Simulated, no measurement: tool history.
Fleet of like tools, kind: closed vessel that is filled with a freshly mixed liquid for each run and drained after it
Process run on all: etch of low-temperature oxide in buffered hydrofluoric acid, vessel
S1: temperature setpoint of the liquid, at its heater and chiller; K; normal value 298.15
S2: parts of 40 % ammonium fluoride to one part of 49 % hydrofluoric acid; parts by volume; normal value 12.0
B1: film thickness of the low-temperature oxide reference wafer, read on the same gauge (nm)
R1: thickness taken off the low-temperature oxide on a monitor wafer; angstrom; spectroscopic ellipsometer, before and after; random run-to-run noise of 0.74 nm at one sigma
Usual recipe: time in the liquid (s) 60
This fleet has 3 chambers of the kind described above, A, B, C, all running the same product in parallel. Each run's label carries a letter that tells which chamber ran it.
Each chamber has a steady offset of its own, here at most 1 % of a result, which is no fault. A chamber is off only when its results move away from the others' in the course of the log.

Run 1A, day 0.117: usual settings; B1 120.00. Result: R1 1252.80 angstrom.
Run 2C, day 0.233: usual settings; B1 119.98. Result: R1 1258.70 angstrom.
Run 3B, day 0.412: usual settings; B1 120.00. Result: R1 1244.50 angstrom.
At day 0.538: chamber A: thermometer replaced.
Run 4C, day 0.546: usual settings; B1 120.01. Result: R1 1268.80 angstrom.
Run 5B, day 0.650: usual settings but S1 300.65 K, time in the liquid (s) 35; B1 119.98. Result: R1 830.47 angstrom.
Run 6A, day 0.808: usual settings but S1 300.65 K, time in the liquid (s) 35; B1 119.96. Result: R1 826.56 angstrom.
Run 7B, day 0.967: usual settings but S1 300.65 K, time in the liquid (s) 35; B1 120.03. Result: R1 826.41 angstrom.
Run 8A, day 1.192: usual settings; B1 120.03. Result: R1 1242.50 angstrom.
Run 9C, day 1.329: usual settings; B1 119.99. Result: R1 1261.20 angstrom.
Run 10B, day 1.442: usual settings; B1 120.01. Result: R1 1234.10 angstrom.
Run 11A, day 1.646: usual settings; B1 120.00. Result: R1 1237.20 angstrom.
Run 12C, day 1.788: usual settings but S1 293.65 K, S2 9.5 parts by volume; B1 119.99. Result: R1 1207.70 angstrom.
Run 13A, day 2.000: usual settings but S1 293.65 K, S2 9.5 parts by volume; B1 120.01. Result: R1 1207.60 angstrom.
Run 14C, day 2.221: usual settings but S1 293.65 K, S2 9.5 parts by volume; B1 119.97. Result: R1 1223.40 angstrom.
Run 15B, day 2.412: usual settings; B1 119.98. Result: R1 1228.30 angstrom.
Run 16C, day 2.583: usual settings; B1 120.01. Result: R1 1257.50 angstrom.
Run 17B, day 2.796: usual settings but S1 295.65 K, time in the liquid (s) 45; B1 119.98. Result: R1 810.56 angstrom.
Run 18A, day 2.950: usual settings but S1 295.65 K, time in the liquid (s) 45; B1 119.99. Result: R1 818.13 angstrom.
Run 19B, day 3.054: usual settings but S1 295.65 K, time in the liquid (s) 45; B1 120.01. Result: R1 804.65 angstrom.
Run 20C, day 3.254: usual settings; B1 120.00. Result: R1 1253.20 angstrom.
Run 21A, day 3.450: usual settings but S1 295.15 K; B1 120.01. Result: R1 1051.40 angstrom.
Run 22A, day 3.596: usual settings but S1 295.15 K; B1 119.99. Result: R1 1058.30 angstrom.
Run 23C, day 3.812: usual settings but S1 295.15 K; B1 120.02. Result: R1 1066.40 angstrom.
Run 24B, day 3.929: usual settings; B1 120.02. Result: R1 1240.40 angstrom.
Run 25B, day 4.067: usual settings; B1 119.99. Result: R1 1232.70 angstrom.
Run 26C, day 4.167: usual settings but S1 302.15 K, S2 15.5 parts by volume; B1 120.00. Result: R1 1208.60 angstrom.
Run 27A, day 4.296: usual settings but S1 302.15 K, S2 15.5 parts by volume; B1 120.00. Result: R1 1213.10 angstrom.
Run 28C, day 4.508: usual settings but S1 302.15 K, S2 15.5 parts by volume; B1 119.97. Result: R1 1213.80 angstrom.
Run 29B, day 4.654: usual settings; B1 119.98. Result: R1 1238.60 angstrom.
Run 30A, day 4.825: usual settings; B1 120.02. Result: R1 1254.80 angstrom.

For the next run the whole fleet of 3 chambers uses the same settings. Give each chamber's results:
Run 31A, day 4.983: usual settings. Result: R1 ?.
Run 31B, day 4.983: usual settings. Result: R1 ?.
Run 31C, day 4.983: usual settings. Result: R1 ?.

run       R1
31A  1257.90
31B  1250.30
31C  1267.50

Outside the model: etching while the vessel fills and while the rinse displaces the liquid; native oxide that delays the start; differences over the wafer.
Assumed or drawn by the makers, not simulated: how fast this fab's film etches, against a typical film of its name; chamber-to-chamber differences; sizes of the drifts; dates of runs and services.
